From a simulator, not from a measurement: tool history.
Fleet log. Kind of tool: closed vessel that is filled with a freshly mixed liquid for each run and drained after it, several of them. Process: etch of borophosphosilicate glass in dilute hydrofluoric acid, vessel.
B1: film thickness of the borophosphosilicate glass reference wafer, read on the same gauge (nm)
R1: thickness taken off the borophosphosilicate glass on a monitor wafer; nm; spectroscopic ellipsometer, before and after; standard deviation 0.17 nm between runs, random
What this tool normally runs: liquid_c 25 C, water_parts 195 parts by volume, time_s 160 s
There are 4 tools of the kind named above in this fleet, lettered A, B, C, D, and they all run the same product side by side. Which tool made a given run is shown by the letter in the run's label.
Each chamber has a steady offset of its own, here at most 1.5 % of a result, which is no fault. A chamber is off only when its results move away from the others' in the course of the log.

{"run": "1A", "day": 0.354, "liquid_c": 25, "water_parts": 195, "time_s": 160, "B1": 70.009, "R1": 23.233}
{"run": "2B", "day": 0.779, "liquid_c": 25, "water_parts": 195, "time_s": 160, "B1": 70.005, "R1": 22.475}
{"run": "3C", "day": 1.042, "liquid_c": 25, "water_parts": 195, "time_s": 160, "B1": 70.024, "R1": 22.965}
{"run": "4D", "day": 1.25, "liquid_c": 25, "water_parts": 195, "time_s": 160, "B1": 69.988, "R1": 23.288}
{"run": "5A", "day": 1.438, "liquid_c": 25, "water_parts": 195, "time_s": 160, "B1": 70.012, "R1": 23.185}
{"run": "6D", "day": 1.8, "liquid_c": 25, "water_parts": 240, "time_s": 160, "B1": 69.999, "R1": 17.944}
{"run": "7B", "day": 2.067, "liquid_c": 25, "water_parts": 240, "time_s": 160, "B1": 70, "R1": 17.539}
{"run": "8C", "day": 2.358, "liquid_c": 25, "water_parts": 240, "time_s": 160, "B1": 69.987, "R1": 17.96}
{"run": "9C", "day": 2.767, "liquid_c": 25, "water_parts": 240, "time_s": 160, "B1": 70.022, "R1": 17.987}
{"run": "10A", "day": 2.988, "liquid_c": 25, "water_parts": 195, "time_s": 160, "B1": 69.977, "R1": 22.894}
{"run": "11B", "day": 3.408, "liquid_c": 25, "water_parts": 195, "time_s": 160, "B1": 69.983, "R1": 22.859}
{"run": "12D", "day": 3.796, "liquid_c": 25, "water_parts": 265, "time_s": 160, "B1": 69.988, "R1": 16.035}
{"day": 4.017, "done": "chamber B: hydrofluoric acid flow meter replaced"}
{"day": 4.142, "done": "chamber A: thermometer replaced"}
{"run": "13B", "day": 4.179, "liquid_c": 25, "water_parts": 265, "time_s": 160, "B1": 70.003, "R1": 15.537}
{"run": "14C", "day": 4.475, "liquid_c": 25, "water_parts": 265, "time_s": 160, "B1": 69.99, "R1": 15.937}
{"run": "15A", "day": 4.9, "liquid_c": 25, "water_parts": 265, "time_s": 160, "B1": 69.995, "R1": 15.604}
{"run": "16D", "day": 5.262, "liquid_c": 25, "water_parts": 195, "time_s": 160, "B1": 70.02, "R1": 23.186}
{"run": "17A", "day": 5.642, "liquid_c": 25, "water_parts": 195, "time_s": 160, "B1": 70, "R1": 22.87}
{"run": "18C", "day": 6.042, "liquid_c": 25, "water_parts": 195, "time_s": 160, "B1": 69.995, "R1": 23.146}
{"run": "19B", "day": 6.296, "liquid_c": 25, "water_parts": 195, "time_s": 160, "B1": 69.972, "R1": 22.654}
{"run": "20D", "day": 6.583, "liquid_c": 25, "water_parts": 195, "time_s": 160, "B1": 70.015, "R1": 23.367}
{"run": "21C", "day": 6.775, "liquid_c": 25, "water_parts": 195, "time_s": 160, "B1": 69.999, "R1": 22.856}
{"run": "22D", "day": 7.138, "liquid_c": 25, "water_parts": 195, "time_s": 160, "B1": 69.996, "R1": 23.121}
{"run": "23B", "day": 7.367, "liquid_c": 25, "water_parts": 195, "time_s": 160, "B1": 70.002, "R1": 22.699}
{"run": "24A", "day": 7.575, "liquid_c": 25, "water_parts": 195, "time_s": 160, "B1": 70.012, "R1": 22.619}
{"run": "25C", "day": 7.883, "liquid_c": 25, "water_parts": 195, "time_s": 160, "B1": 69.982, "R1": 23.092}
{"run": "26D", "day": 8.304, "liquid_c": 25, "water_parts": 195, "time_s": 160, "B1": 70.005, "R1": 23.397}
{"run": "27A", "day": 8.721, "liquid_c": 25, "water_parts": 105, "time_s": 75, "B1": 70, "R1": 22.207}

Is one chamber off against the others, does the gauge drift, or is nothing wrong? If a chamber is off, say which, and what the likeliest cause is.

Nothing is wrong: each chamber keeps only its own small, steady offset and the gauge holds still.

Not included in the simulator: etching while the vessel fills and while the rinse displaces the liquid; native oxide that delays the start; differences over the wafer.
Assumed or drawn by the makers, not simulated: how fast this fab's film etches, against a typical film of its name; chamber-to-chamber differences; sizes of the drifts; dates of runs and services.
